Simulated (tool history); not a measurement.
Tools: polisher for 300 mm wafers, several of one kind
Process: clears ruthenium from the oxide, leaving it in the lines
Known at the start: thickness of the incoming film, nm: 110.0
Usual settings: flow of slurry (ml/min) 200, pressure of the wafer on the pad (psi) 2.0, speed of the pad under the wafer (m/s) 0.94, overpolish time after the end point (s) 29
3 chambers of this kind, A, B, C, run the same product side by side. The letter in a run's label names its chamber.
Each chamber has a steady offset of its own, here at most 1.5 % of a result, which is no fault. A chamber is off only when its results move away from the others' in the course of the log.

run,hour,flow of slurry (ml/min),pressure of the wafer on the pad (psi),speed of the pad under the wafer (m/s),overpolish time after the end point (s),time until the end point was called (s)
1C,13.6,200,2.0,0.94,29,98.122
2B,25.9,200,2.0,0.94,29,100.920
3A,40.0,200,2.0,0.94,29,98.552
4B,53.2,200,2.0,0.94,29,99.578
5A,66.1,200,2.0,0.94,29,102.910
# hour 67.5: chamber A: worn pad replaced by a new one
6C,75.6,200,2.0,0.94,29,102.710
# hour 86.8: chamber C: slurry nozzle cleaned
7B,86.9,200,2.0,1.04,29,87.756
8A,98.8,200,2.0,1.04,29,95.207
9C,107.4,200,2.0,1.04,29,95.985
10B,118.8,200,2.0,0.94,29,102.390
# hour 122.6: chamber B: worn pad replaced by a new one
11A,131.2,200,2.0,0.94,29,102.320
12C,137.7,200,2.0,0.94,29,104.410
13A,145.2,200,2.0,0.94,29,104.420
# hour 149.2: chamber C: worn pad replaced by a new one
14C,156.6,200,2.0,0.94,29,102.100
15B,166.2,200,2.0,0.94,29,98.348
16C,172.8,200,1.7,0.94,29,120.380
17A,187.0,200,1.7,0.94,29,122.150
18B,197.2,200,1.7,0.94,29,122.630
19A,209.6,200,2.0,0.94,29,102.530
20B,218.0,200,2.0,0.94,29,102.180
# hour 229.4: chamber A: worn pad replaced by a new one
21C,231.8,200,2.0,0.94,29,102.680
22C,245.4,200,2.5,0.94,29,80.886
23A,252.7,200,2.5,0.94,29,80.622
24B,263.9,200,2.5,0.94,29,79.691
25C,274.2,200,2.0,0.94,29,100.480
26A,280.9,200,2.0,0.94,29,100.920
27B,290.4,200,2.0,0.94,29,99.791
28B,299.9,200,2.0,0.82,35,114.410
29C,306.7,200,2.0,0.82,35,110.930
# hour 308.3: chamber C: head pressure recalibrated
# hour 315.7: chamber A: head pressure recalibrated
30A,316.0,200,2.0,0.82,35,118.290
31B,326.0,200,2.0,0.94,29,101.610
32A,334.9,200,2.0,0.94,29,102.970
33C,346.4,235,2.0,0.94,41,96.718
34B,356.4,235,2.0,0.94,41,98.701
35A,370.1,235,2.0,0.94,41,97.556
36C,380.0,200,2.0,0.94,29,98.483
37C,388.4,200,2.0,0.94,29,100.640

What goes on in this fleet: one chamber off, a drifting gauge, or nothing beyond the chambers' own small offsets? Name the chamber and the cause, if any.

No chamber stands off beyond its own small offset, and the gauge holds steady.
